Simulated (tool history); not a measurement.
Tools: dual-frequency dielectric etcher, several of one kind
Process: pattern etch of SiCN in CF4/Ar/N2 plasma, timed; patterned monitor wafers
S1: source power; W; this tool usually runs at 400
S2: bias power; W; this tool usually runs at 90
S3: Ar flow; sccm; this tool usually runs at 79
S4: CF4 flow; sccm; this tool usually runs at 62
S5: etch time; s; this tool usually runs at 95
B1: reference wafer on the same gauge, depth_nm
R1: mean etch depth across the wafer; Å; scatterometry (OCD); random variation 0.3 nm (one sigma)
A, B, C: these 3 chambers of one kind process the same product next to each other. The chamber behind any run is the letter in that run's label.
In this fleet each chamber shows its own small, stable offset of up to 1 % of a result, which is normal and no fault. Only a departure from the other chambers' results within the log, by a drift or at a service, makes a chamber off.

run 1B hour=10.8 | S1=400 S2=90 S3=79 S4=62 S5=95 | B1=94.768 | R1=810.66
run 2A hour=20.1 | S1=400 S2=90 S3=79 S4=62 S5=95 | B1=94.744 | R1=809.17
run 3C hour=32.1 | S1=400 S2=90 S3=79 S4=62 S5=95 | B1=94.869 | R1=809.13
run 4C hour=38.0 | S1=400 S2=90 S3=79 S4=62 S5=95 | B1=94.878 | R1=815.86
run 5B hour=45.7 | S1=400 S2=90 S3=79 S4=62 S5=95 | B1=94.754 | R1=818.38
run 6A hour=53.7 | S1=400 S2=90 S3=79 S4=62 S5=95 | B1=94.777 | R1=815.35
run 7A hour=63.7 | S1=400 S2=90 S3=79 S4=62 S5=95 | B1=94.744 | R1=812.23
run 8B hour=75.9 | S1=400 S2=90 S3=79 S4=62 S5=95 | B1=94.719 | R1=815.10
run 9C hour=86.7 | S1=400 S2=90 S3=79 S4=62 S5=95 | B1=94.813 | R1=817.34
run 10A hour=96.1 | S1=400 S2=90 S3=79 S4=62 S5=95 | B1=94.789 | R1=815.80
run 11C hour=101.7 | S1=400 S2=90 S3=79 S4=62 S5=95 | B1=94.776 | R1=812.03
run 12B hour=110.7 | S1=400 S2=90 S3=79 S4=62 S5=95 | B1=94.779 | R1=807.28
run 13C hour=122.0 | S1=400 S2=90 S3=79 S4=62 S5=95 | B1=94.781 | R1=812.59
run 14A hour=130.9 | S1=400 S2=105 S3=79 S4=62 S5=95 | B1=94.903 | R1=857.82
run 15B hour=136.4 | S1=400 S2=105 S3=79 S4=62 S5=95 | B1=94.864 | R1=860.36
run 16C hour=146.6 | S1=400 S2=105 S3=79 S4=62 S5=95 | B1=94.893 | R1=860.08
run 17A hour=154.4 | S1=400 S2=82 S3=79 S4=62 S5=95 | B1=94.782 | R1=786.06
run 18B hour=162.1 | S1=400 S2=82 S3=79 S4=62 S5=95 | B1=94.863 | R1=780.08
run 19C hour=168.0 | S1=400 S2=82 S3=79 S4=62 S5=95 | B1=94.810 | R1=785.10
run 20A hour=179.5 | S1=400 S2=90 S3=79 S4=62 S5=95 | B1=94.726 | R1=815.14
run 21B hour=188.1 | S1=400 S2=109 S3=79 S4=75 S5=95 | B1=94.810 | R1=886.07
run 22B hour=198.5 | S1=400 S2=109 S3=79 S4=75 S5=95 | B1=94.774 | R1=887.96
-- hour=205.2 chamber A: source power generator calibrated
run 23C hour=208.7 | S1=400 S2=109 S3=79 S4=75 S5=95 | B1=94.750 | R1=890.37
run 24A hour=219.7 | S1=400 S2=90 S3=79 S4=62 S5=95 | B1=94.751 | R1=817.38
run 25C hour=227.1 | S1=400 S2=90 S3=79 S4=62 S5=95 | B1=94.738 | R1=816.09
run 26B hour=236.7 | S1=400 S2=90 S3=79 S4=62 S5=95 | B1=94.731 | R1=814.43
run 27A hour=242.6 | S1=400 S2=90 S3=79 S4=62 S5=95 | B1=94.721 | R1=818.33
run 28A hour=252.5 | S1=400 S2=90 S3=79 S4=62 S5=95 | B1=94.839 | R1=813.43
run 29C hour=258.8 | S1=400 S2=90 S3=79 S4=62 S5=95 | B1=94.810 | R1=815.89
run 30B hour=264.8 | S1=400 S2=90 S3=79 S4=62 S5=95 | B1=94.745 | R1=812.56
run 31A hour=272.9 | S1=400 S2=90 S3=79 S4=62 S5=95 | B1=94.923 | R1=812.77
run 32B hour=283.6 | S1=400 S2=90 S3=79 S4=62 S5=95 | B1=94.832 | R1=814.42
run 33C hour=293.1 | S1=400 S2=90 S3=79 S4=62 S5=95 | B1=94.878 | R1=810.58
run 34C hour=304.9 | S1=400 S2=90 S3=79 S4=62 S5=95 | B1=94.856 | R1=810.27
run 35B hour=313.0 | S1=400 S2=90 S3=79 S4=62 S5=95 | B1=94.816 | R1=810.25
run 36A hour=319.3 | S1=400 S2=90 S3=79 S4=62 S5=95 | B1=94.854 | R1=821.55
run 37C hour=328.2 | S1=400 S2=90 S3=79 S4=62 S5=95 | B1=94.823 | R1=813.33
-- hour=332.4 chamber C: wet clean of the chamber
run 38B hour=336.9 | S1=400 S2=90 S3=79 S4=62 S5=95 | B1=94.741 | R1=811.66
run 39A hour=348.9 | S1=400 S2=90 S3=79 S4=62 S5=95 | B1=94.786 | R1=816.70
-- hour=353.1 chamber A: Ar flow controller replaced
run 40C hour=357.4 | S1=400 S2=90 S3=79 S4=62 S5=95 | B1=94.849 | R1=815.90
run 41B hour=368.6 | S1=400 S2=90 S3=79 S4=62 S5=95 | B1=94.800 | R1=815.49
run 42A hour=374.0 | S1=400 S2=90 S3=79 S4=62 S5=95 | B1=94.843 | R1=822.18
-- hour=378.1 chamber A: wet clean of the chamber
run 43A hour=381.5 | S1=400 S2=90 S3=79 S4=62 S5=95 | B1=94.740 | R1=816.38
run 44C hour=387.8 | S1=400 S2=90 S3=79 S4=62 S5=95 | B1=94.846 | R1=811.32

All chambers now run identical settings, listed one chamber a line with results as question marks. What results will each chamber show?
run 45A hour=396.7 | S1=440 S2=90 S3=79 S4=62 S5=95 | R1=?
run 45B hour=396.7 | S1=440 S2=90 S3=79 S4=62 S5=95 | R1=?
run 45C hour=396.7 | S1=440 S2=90 S3=79 S4=62 S5=95 | R1=?

run=45A R1=883.56
run=45B R1=887.31
run=45C R1=884.81

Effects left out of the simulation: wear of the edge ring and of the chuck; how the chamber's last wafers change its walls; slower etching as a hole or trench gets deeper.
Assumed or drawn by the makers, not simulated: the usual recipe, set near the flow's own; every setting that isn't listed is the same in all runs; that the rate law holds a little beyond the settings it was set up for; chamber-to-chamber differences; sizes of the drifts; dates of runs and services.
